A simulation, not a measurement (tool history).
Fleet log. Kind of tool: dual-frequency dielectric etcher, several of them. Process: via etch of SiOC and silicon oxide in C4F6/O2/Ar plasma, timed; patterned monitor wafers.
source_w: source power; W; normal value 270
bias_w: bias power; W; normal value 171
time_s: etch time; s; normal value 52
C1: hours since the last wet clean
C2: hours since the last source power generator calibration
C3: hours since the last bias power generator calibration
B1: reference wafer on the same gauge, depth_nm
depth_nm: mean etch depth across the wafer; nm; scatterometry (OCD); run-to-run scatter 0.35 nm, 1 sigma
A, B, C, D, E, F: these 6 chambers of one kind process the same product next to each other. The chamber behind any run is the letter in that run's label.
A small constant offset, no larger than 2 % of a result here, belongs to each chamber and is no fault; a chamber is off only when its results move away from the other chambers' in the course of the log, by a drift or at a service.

Run 1B, day 0.292: usual settings; C1 43.9; C2 2914; C3 1580.8; B1 41.115. Result: depth_nm 50.113 nm.
Run 2E, day 0.629: usual settings; C1 396.4; C2 1693.3; C3 1597.8; B1 41.102. Result: depth_nm 49.589 nm.
Run 3C, day 0.929: usual settings; C1 341.2; C2 2033.4; C3 374.6; B1 41.034. Result: depth_nm 49.167 nm.
Run 4F, day 1.188: usual settings; C1 209.3; C2 2739.6; C3 2979.4; B1 41.109. Result: depth_nm 49.526 nm.
Run 5D, day 1.508: usual settings; C1 459.2; C2 2901.9; C3 1713.7; B1 41.167. Result: depth_nm 50.171 nm.
Run 6A, day 1.796: usual settings; C1 301.2; C2 350.1; C3 3162.7; B1 41.055. Result: depth_nm 50.805 nm.
At day 2.117: chamber D: wet clean of the chamber.
Run 7A, day 2.121: usual settings; C1 309; C2 357.9; C3 3170.5; B1 41.114. Result: depth_nm 49.897 nm.
Run 8D, day 2.45: usual settings; C1 8.1; C2 2924.5; C3 1736.3; B1 41.084. Result: depth_nm 50.05 nm.
Run 9E, day 2.642: usual settings; C1 444.7; C2 1741.6; C3 1646.1; B1 41.17. Result: depth_nm 49.381 nm.
Run 10B, day 2.825: usual settings; C1 104.7; C2 2974.8; C3 1641.6; B1 41.124. Result: depth_nm 49.881 nm.
Run 11C, day 3.217: usual settings; C1 396.1; C2 2088.3; C3 429.5; B1 41.05. Result: depth_nm 49.391 nm.
At day 3.312: chamber C: wet clean of the chamber.
Run 12F, day 3.45: usual settings; C1 263.6; C2 2793.9; C3 3033.7; B1 41.167. Result: depth_nm 49.478 nm.
Run 13F, day 3.654: usual settings; C1 268.5; C2 2798.8; C3 3038.6; B1 41.015. Result: depth_nm 49.033 nm.
Run 14E, day 3.871: usual settings but source_w 320 W; C1 474.2; C2 1771.1; C3 1675.6; B1 41.058. Result: depth_nm 52.997 nm.
Run 15C, day 4.271: usual settings but source_w 320 W; C1 23.1; C2 2113.6; C3 454.8; B1 41.046. Result: depth_nm 52.725 nm.
Run 16D, day 4.508: usual settings but source_w 320 W; C1 57.5; C2 2973.9; C3 1785.7; B1 41.137. Result: depth_nm 52.274 nm.
Run 17B, day 4.821: usual settings but source_w 320 W; C1 152.6; C2 3022.7; C3 1689.5; B1 41.124. Result: depth_nm 52.671 nm.
Run 18A, day 5.196: usual settings but source_w 320 W; C1 382.8; C2 431.7; C3 3244.3; B1 41.163. Result: depth_nm 53.297 nm.
At day 5.462: chamber A: wet clean of the chamber.
Run 19C, day 5.542: usual settings but source_w 320 W; C1 53.6; C2 2144.1; C3 485.3; B1 41.114. Result: depth_nm 51.935 nm.
Run 20E, day 5.783: usual settings; C1 520.1; C2 1817; C3 1721.5; B1 41.168. Result: depth_nm 49.206 nm.
Run 21F, day 5.975: usual settings; C1 324.2; C2 2854.5; C3 3094.3; B1 41.089. Result: depth_nm 49.23 nm.
Run 22A, day 6.196: usual settings; C1 17.6; C2 455.7; C3 3268.3; B1 41.104. Result: depth_nm 50.317 nm.
Run 23D, day 6.567: usual settings; C1 106.9; C2 3023.3; C3 1835.1; B1 41.049. Result: depth_nm 50.024 nm.
At day 6.608: chamber E: wet clean of the chamber.
Run 24B, day 6.808: usual settings; C1 200.3; C2 3070.4; C3 1737.2; B1 41.122. Result: depth_nm 49.333 nm.
Run 25D, day 6.992: usual settings; C1 117.1; C2 3033.5; C3 1845.3; B1 41.102. Result: depth_nm 49.232 nm.
Run 26E, day 7.179: usual settings; C1 13.7; C2 1850.5; C3 1755; B1 41.012. Result: depth_nm 49.711 nm.
Run 27C, day 7.408: usual settings; C1 98.4; C2 2188.9; C3 530.1; B1 41.049. Result: depth_nm 49.089 nm.
Run 28A, day 7.8: usual settings; C1 56.1; C2 494.2; C3 3306.8; B1 41.108. Result: depth_nm 50.561 nm.
Run 29B, day 7.988: usual settings; C1 228.6; C2 3098.7; C3 1765.5; B1 41.116. Result: depth_nm 49.242 nm.
Run 30F, day 8.296: usual settings; C1 379.9; C2 2910.2; C3 3150; B1 41.074. Result: depth_nm 49.748 nm.
Run 31B, day 8.671: usual settings; C1 245; C2 3115.1; C3 1781.9; B1 41.093. Result: depth_nm 49.65 nm.
Run 32D, day 8.954: usual settings; C1 164.2; C2 3080.6; C3 1892.4; B1 41.064. Result: depth_nm 50.015 nm.
Run 33C, day 9.146: usual settings; C1 140.1; C2 2230.6; C3 571.8; B1 41.191. Result: depth_nm 49.09 nm.
Run 34E, day 9.533: usual settings but bias_w 145 W, time_s 37 s; C1 70.2; C2 1907; C3 1811.5; B1 41.089. Result: depth_nm 33.278 nm.
Run 35F, day 9.908: usual settings but bias_w 145 W, time_s 37 s; C1 418.6; C2 2948.9; C3 3188.7; B1 41.077. Result: depth_nm 33.194 nm.
Run 36A, day 10.212: usual settings but bias_w 145 W, time_s 37 s; C1 114; C2 552.1; C3 3364.7; B1 41.15. Result: depth_nm 34.022 nm.
Run 37D, day 10.475: usual settings but bias_w 145 W, time_s 37 s; C1 200.7; C2 3117.1; C3 1928.9; B1 41.106. Result: depth_nm 33.666 nm.
Run 38B, day 10.671: usual settings but bias_w 145 W, time_s 37 s; C1 293; C2 3163.1; C3 1829.9; B1 41.11. Result: depth_nm 33.098 nm.
Run 39F, day 11.017: usual settings but bias_w 145 W, time_s 37 s; C1 445.2; C2 2975.5; C3 3215.3; B1 41.11. Result: depth_nm 33.233 nm.
Run 40A, day 11.225: usual settings; C1 138.3; C2 576.4; C3 3389; B1 41.131. Result: depth_nm 49.759 nm.

Is one chamber off against the others, does the gauge drift, or is nothing wrong? If a chamber is off, say which, and what the likeliest cause is.

All chambers stay in line apart from their small fixed offsets, and the gauge does not drift.

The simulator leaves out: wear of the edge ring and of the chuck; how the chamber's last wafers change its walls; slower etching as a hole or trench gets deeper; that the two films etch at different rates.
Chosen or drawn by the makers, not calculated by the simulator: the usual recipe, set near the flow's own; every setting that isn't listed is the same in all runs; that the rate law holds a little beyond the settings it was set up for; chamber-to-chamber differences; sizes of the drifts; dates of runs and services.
